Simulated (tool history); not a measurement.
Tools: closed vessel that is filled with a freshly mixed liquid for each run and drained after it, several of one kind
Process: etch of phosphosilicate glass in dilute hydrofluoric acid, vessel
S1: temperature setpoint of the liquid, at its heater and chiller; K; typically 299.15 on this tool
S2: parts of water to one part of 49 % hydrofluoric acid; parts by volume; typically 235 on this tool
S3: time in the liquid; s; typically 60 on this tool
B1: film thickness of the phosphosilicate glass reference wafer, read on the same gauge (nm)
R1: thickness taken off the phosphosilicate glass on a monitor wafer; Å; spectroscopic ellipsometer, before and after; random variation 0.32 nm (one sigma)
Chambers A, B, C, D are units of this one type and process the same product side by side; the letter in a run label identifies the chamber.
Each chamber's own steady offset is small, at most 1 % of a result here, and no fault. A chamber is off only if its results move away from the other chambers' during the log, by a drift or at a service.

run 1D hour=6.9 | S1=299.15 S2=235 S3=60 | B1=70.005 | R1=434.24
run 2C hour=11 | S1=299.15 S2=235 S3=60 | B1=69.989 | R1=427.78
run 3A hour=15.4 | S1=299.15 S2=235 S3=60 | B1=70.007 | R1=429.94
run 4B hour=21.3 | S1=299.15 S2=235 S3=60 | B1=70.003 | R1=432.85
run 5A hour=27.9 | S1=299.15 S2=235 S3=60 | B1=69.99 | R1=424.27
run 6C hour=32.6 | S1=299.15 S2=235 S3=60 | B1=70.021 | R1=430.68
run 7D hour=38.7 | S1=299.15 S2=235 S3=60 | B1=70.003 | R1=432.24
run 8B hour=46.2 | S1=299.15 S2=235 S3=60 | B1=70.015 | R1=433.34
run 9D hour=52.5 | S1=299.15 S2=150 S3=60 | B1=70.023 | R1=755.63
run 10A hour=58.4 | S1=299.15 S2=150 S3=60 | B1=70.002 | R1=713.03
run 11B hour=64.7 | S1=299.15 S2=150 S3=60 | B1=69.989 | R1=750.92
run 12C hour=70.7 | S1=299.15 S2=150 S3=60 | B1=70.009 | R1=726.28
run 13A hour=74.8 | S1=299.15 S2=235 S3=60 | B1=70.013 | R1=415.29
run 14C hour=81.1 | S1=299.15 S2=235 S3=60 | B1=70.009 | R1=428.86
run 15D hour=88.2 | S1=299.15 S2=235 S3=60 | B1=69.979 | R1=435.27
run 16B hour=94.4 | S1=299.15 S2=235 S3=60 | B1=70.011 | R1=433.24
run 17B hour=98.9 | S1=299.15 S2=150 S3=60 | B1=69.988 | R1=753.07
run 18A hour=105.1 | S1=299.15 S2=150 S3=60 | B1=70.003 | R1=687.41
run 19C hour=110.6 | S1=299.15 S2=150 S3=60 | B1=69.993 | R1=728.43
run 20D hour=117.2 | S1=299.15 S2=150 S3=60 | B1=70.014 | R1=751.84
run 21C hour=123.1 | S1=299.15 S2=235 S3=60 | B1=70.024 | R1=430.69
run 22B hour=129.5 | S1=299.15 S2=235 S3=60 | B1=69.973 | R1=430.66
run 23D hour=134.7 | S1=299.15 S2=235 S3=60 | B1=70.011 | R1=433.01
run 24A hour=142 | S1=299.15 S2=235 S3=60 | B1=69.995 | R1=400.04
run 25D hour=146.9 | S1=299.15 S2=235 S3=60 | B1=69.991 | R1=438.17

Next, all 4 chambers run the settings below, one line each with question marks for the results. What does each chamber give?
run 26A hour=152.4 | S1=299.15 S2=235 S3=60 | R1=?
run 26B hour=152.4 | S1=299.15 S2=235 S3=60 | R1=?
run 26C hour=152.4 | S1=299.15 S2=235 S3=60 | R1=?
run 26D hour=152.4 | S1=299.15 S2=235 S3=60 | R1=?

run=26A R1=403.02
run=26B R1=433.05
run=26C R1=435.61
run=26D R1=428.38
